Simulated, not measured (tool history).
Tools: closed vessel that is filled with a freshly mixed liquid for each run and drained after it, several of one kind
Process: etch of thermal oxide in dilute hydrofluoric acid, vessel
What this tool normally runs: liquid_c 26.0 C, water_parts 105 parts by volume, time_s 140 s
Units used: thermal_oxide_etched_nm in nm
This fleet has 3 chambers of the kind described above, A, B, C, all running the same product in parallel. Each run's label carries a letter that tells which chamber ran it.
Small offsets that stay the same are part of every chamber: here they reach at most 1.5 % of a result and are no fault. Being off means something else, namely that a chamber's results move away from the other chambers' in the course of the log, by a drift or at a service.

| run | day | liquid_c | water_parts | time_s | hours since the thermometer was replaced | hours since the hydrofluoric acid flow meter was replaced | read-back film thickness of the thermal oxide reference wafer, read on the same gauge (nm) | thermal_oxide_etched_nm |
|---|---|---|---|---|---|---|---|---|
| 1A | 0.350 | 26.0 | 105 | 140 | 324.2 | 164.1 | 39.985 | 6.8510 |
| 2B | 0.700 | 26.0 | 105 | 140 | 727.3 | 442.0 | 40.003 | 6.9679 |
| 3C | 0.971 | 26.0 | 105 | 140 | 89.2 | 1486.4 | 40.006 | 6.9710 |
| 4C | 1.367 | 26.0 | 105 | 140 | 98.7 | 1495.9 | 39.995 | 7.0135 |
| 5B | 1.592 | 26.0 | 105 | 140 | 748.7 | 463.4 | 40.002 | 6.9014 |
| 6A | 1.792 | 26.0 | 105 | 140 | 358.8 | 198.7 | 39.972 | 6.9539 |
| 7B | 2.121 | 26.0 | 105 | 140 | 761.4 | 476.1 | 39.990 | 6.8929 |
| 8A | 2.575 | 26.0 | 105 | 140 | 377.6 | 217.5 | 39.990 | 6.9745 |
| 9C | 2.842 | 26.0 | 105 | 140 | 134.1 | 1531.3 | 40.021 | 7.0750 |
| 10C | 3.262 | 26.0 | 105 | 140 | 144.2 | 1541.4 | 39.973 | 7.0482 |
| 11A | 3.492 | 26.0 | 105 | 140 | 399.6 | 239.5 | 40.002 | 7.0281 |
| 12B | 3.742 | 26.0 | 105 | 140 | 800.3 | 515.0 | 39.993 | 6.9802 |
| 13C | 4.058 | 29.0 | 80 | 140 | 163.3 | 1560.5 | 39.997 | 10.7690 |
| 14A | 4.329 | 29.0 | 80 | 140 | 419.7 | 259.6 | 39.981 | 10.7660 |
| 15B | 4.571 | 29.0 | 80 | 140 | 820.2 | 534.9 | 40.018 | 10.4030 |
| 16C | 4.921 | 26.0 | 105 | 140 | 184.0 | 1581.2 | 40.010 | 7.0535 |
| 17B | 5.375 | 26.0 | 105 | 140 | 839.5 | 554.2 | 40.005 | 6.9633 |
| 18A | 5.650 | 26.0 | 70 | 140 | 451.4 | 291.3 | 39.994 | 11.2250 |
| 19C | 6.021 | 26.0 | 70 | 140 | 210.4 | 1607.6 | 40.001 | 11.0530 |
| 20A | 6.308 | 26.0 | 70 | 140 | 467.2 | 307.1 | 39.998 | 11.1970 |
| 21B | 6.733 | 26.0 | 105 | 140 | 872.1 | 586.8 | 40.020 | 6.9525 |
| 22B | 7.129 | 26.0 | 105 | 140 | 881.6 | 596.3 | 39.978 | 7.0411 |
| 23C | 7.579 | 26.0 | 85 | 140 | 247.8 | 1645.0 | 40.022 | 8.8441 |
| 24A | 8.025 | 26.0 | 85 | 140 | 508.4 | 348.3 | 40.008 | 9.0614 |
| 25B | 8.238 | 26.0 | 85 | 140 | 908.2 | 622.9 | 40.016 | 8.8425 |
| 26C | 8.442 | 26.0 | 105 | 140 | 268.5 | 1665.7 | 39.996 | 6.9713 |
| 27A | 8.896 | 26.0 | 105 | 140 | 529.3 | 369.2 | 40.014 | 7.2414 |
| 28B | 9.233 | 21.5 | 105 | 140 | 932.1 | 646.8 | 39.996 | 5.8155 |
| 29A | 9.517 | 21.5 | 105 | 140 | 544.2 | 384.1 | 40.008 | 6.0548 |
| 30C | 9.796 | 21.5 | 105 | 140 | 301.0 | 1698.2 | 40.011 | 5.8716 |
| 31B | 10.042 | 26.0 | 125 | 140 | 951.5 | 666.2 | 39.993 | 5.7531 |
| 32C | 10.425 | 26.0 | 125 | 140 | 316.1 | 1713.3 | 39.980 | 5.7370 |
| 33A | 10.742 | 26.0 | 125 | 140 | 573.6 | 413.5 | 39.973 | 5.9037 |
| 34A | 11.025 | 26.0 | 105 | 140 | 580.4 | 420.3 | 39.991 | 7.3009 |
| 35B | 11.300 | 26.0 | 105 | 140 | 981.7 | 696.4 | 39.974 | 6.9498 |
| 36C | 11.600 | 29.5 | 125 | 140 | 344.3 | 1741.5 | 40.016 | 6.4767 |
| 37C | 11.829 | 29.5 | 125 | 140 | 349.8 | 1747.0 | 39.993 | 6.5813 |
| 38A | 12.175 | 29.5 | 125 | 140 | 608.0 | 447.9 | 39.984 | 6.9252 |
| 39B | 12.575 | 26.0 | 105 | 140 | 1012.3 | 727.0 | 40.000 | 6.9269 |
|  | 12.846 | chamber C: hydrofluoric acid flow meter replaced |
| 40C | 12.854 | 26.0 | 105 | 140 | 374.4 | 0.3 | 39.980 | 6.9997 |
| 41A | 13.075 | 26.0 | 105 | 140 | 629.6 | 469.5 | 40.003 | 7.2585 |

One chamber off, gauge drift, or nothing amiss beyond the chambers' own small offsets? If it is a chamber, which one, and what is the likeliest cause?

Little by little, chamber A moves away from the other chambers.
Likeliest cause: hydrofluoric acid flow above the setpoint (%) = 5.1.
Not necessarily distinguishable in this log from: liquid hotter than its thermometer reads (K).

Chamber A could run next with any of the 4 candidate recipes listed below; each alters the usual settings, and their results appear as question marks. Which one brings its results back in line with what the other chambers deliver on the usual settings?
In line means no further than this from the other chambers' mean on the usual settings: thermal_oxide_etched_nm 0.1600 nm
| 42A-1 | 13.404 | 29.0 | 105 | 140 |  |  |  | ? |
| 42A-2 | 13.404 | 26.0 | 105 | 125 |  |  |  | ? |
| 42A-3 | 13.404 | 26.0 | 100 | 140 |  |  |  | ? |
| 42A-4 | 13.404 | 26.0 | 110 | 140 |  |  |  | ? |

The mean the other chambers reach with the usual settings: thermal_oxide_etched_nm 6.9667 nm
| run | thermal_oxide_etched_nm |
|---|---|
| 42A-1 | 8.2732 |
| 42A-2 | 6.5765 |
| 42A-3 | 7.7847 |
| 42A-4 | 6.9855 |
With 42A-4, the chamber falls back in line with the rest.
